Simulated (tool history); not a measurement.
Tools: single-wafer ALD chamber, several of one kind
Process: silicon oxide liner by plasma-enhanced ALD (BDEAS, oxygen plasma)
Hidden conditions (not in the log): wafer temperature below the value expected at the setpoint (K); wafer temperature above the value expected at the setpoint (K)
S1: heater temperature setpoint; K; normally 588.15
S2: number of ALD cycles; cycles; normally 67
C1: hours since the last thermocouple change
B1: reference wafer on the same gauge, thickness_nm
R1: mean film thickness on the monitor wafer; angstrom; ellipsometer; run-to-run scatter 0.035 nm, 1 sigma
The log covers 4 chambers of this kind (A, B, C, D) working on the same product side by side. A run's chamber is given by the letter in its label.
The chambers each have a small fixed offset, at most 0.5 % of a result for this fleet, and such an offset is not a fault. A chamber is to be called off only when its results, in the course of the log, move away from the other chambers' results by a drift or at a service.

Run 1A, day 0.438: usual settings; C1 1473.5; B1 6.0806. Result: R1 61.113 angstrom.
Run 2B, day 0.917: usual settings; C1 982.1; B1 6.0808. Result: R1 61.161 angstrom.
Run 3D, day 1.392: usual settings; C1 331.4; B1 6.0811. Result: R1 60.945 angstrom.
Run 4C, day 1.758: usual settings; C1 238.5; B1 6.0853. Result: R1 61.091 angstrom.
Run 5B, day 2.142: usual settings; C1 1011.5; B1 6.0751. Result: R1 61.191 angstrom.
Run 6D, day 2.55: usual settings; C1 359.2; B1 6.0739. Result: R1 61.456 angstrom.
Run 7C, day 2.971: usual settings; C1 267.6; B1 6.0836. Result: R1 60.95 angstrom.
At day 2.983: chamber A: thermocouple changed; heater temperature recalibrated.
Run 8A, day 3.262: usual settings; C1 6.8; B1 6.0767. Result: R1 60.21 angstrom.
Run 9D, day 3.583: usual settings but S1 594.15 K, S2 71 cycles; C1 384; B1 6.0813. Result: R1 63.98 angstrom.
Run 10A, day 4.208: usual settings but S1 594.15 K, S2 71 cycles; C1 29.5; B1 6.0898. Result: R1 64.075 angstrom.
Run 11C, day 4.592: usual settings but S1 594.15 K, S2 71 cycles; C1 306.5; B1 6.0846. Result: R1 63.216 angstrom.
Run 12B, day 5.096: usual settings but S1 594.15 K, S2 71 cycles; C1 1082.4; B1 6.0732. Result: R1 64.273 angstrom.
Run 13D, day 5.375: usual settings but S1 574.15 K; C1 427; B1 6.0851. Result: R1 62.714 angstrom.
Run 14C, day 5.946: usual settings but S1 574.15 K; C1 339; B1 6.0773. Result: R1 62.022 angstrom.
Run 15B, day 6.421: usual settings but S1 574.15 K; C1 1114.2; B1 6.0824. Result: R1 62.181 angstrom.
Run 16A, day 7: usual settings but S1 574.15 K; C1 96.5; B1 6.0838. Result: R1 61.982 angstrom.
Run 17C, day 7.538: usual settings; C1 377.2; B1 6.0735. Result: R1 61.063 angstrom.
Run 18D, day 8.012: usual settings; C1 490.3; B1 6.0759. Result: R1 61.441 angstrom.
Run 19B, day 8.525: usual settings; C1 1164.7; B1 6.0839. Result: R1 60.581 angstrom.
Run 20A, day 8.975: usual settings but S2 55 cycles; C1 143.9; B1 6.0679. Result: R1 50.192 angstrom.
Run 21B, day 9.492: usual settings but S2 55 cycles; C1 1187.9; B1 6.0819. Result: R1 49.882 angstrom.
Run 22A, day 10.017: usual settings but S2 55 cycles; C1 168.9; B1 6.0698. Result: R1 49.634 angstrom.
Run 23C, day 10.658: usual settings but S2 55 cycles; C1 452.1; B1 6.0789. Result: R1 50.684 angstrom.
Run 24D, day 11.242: usual settings; C1 567.8; B1 6.0768. Result: R1 61.143 angstrom.
Run 25C, day 11.812: usual settings; C1 479.8; B1 6.0754. Result: R1 61.433 angstrom.
Run 26D, day 12.304: usual settings; C1 593.3; B1 6.0885. Result: R1 61.558 angstrom.
Run 27A, day 12.8: usual settings; C1 235.7; B1 6.0763. Result: R1 61.423 angstrom.
Run 28B, day 13.288: usual settings; C1 1279; B1 6.0815. Result: R1 61.28 angstrom.
Run 29A, day 13.608: usual settings; C1 255.1; B1 6.0873. Result: R1 60.39 angstrom.
Run 30D, day 14.246: usual settings; C1 639.9; B1 6.0881. Result: R1 61.028 angstrom.
Run 31B, day 14.683: usual settings but S1 593.15 K, S2 60 cycles; C1 1312.5; B1 6.0795. Result: R1 53.938 angstrom.
Run 32C, day 15.179: usual settings but S1 593.15 K, S2 60 cycles; C1 560.6; B1 6.0767. Result: R1 54.224 angstrom.

For the next run the whole fleet of 4 chambers uses the same settings. Give each chamber's results:
Run 33A, day 15.646: usual settings but S2 60 cycles. Result: R1 ?.
Run 33B, day 15.646: usual settings but S2 60 cycles. Result: R1 ?.
Run 33C, day 15.646: usual settings but S2 60 cycles. Result: R1 ?.
Run 33D, day 15.646: usual settings but S2 60 cycles. Result: R1 ?.

run      R1
33A  54.682
33B  54.859
33C   54.26
33D  54.324

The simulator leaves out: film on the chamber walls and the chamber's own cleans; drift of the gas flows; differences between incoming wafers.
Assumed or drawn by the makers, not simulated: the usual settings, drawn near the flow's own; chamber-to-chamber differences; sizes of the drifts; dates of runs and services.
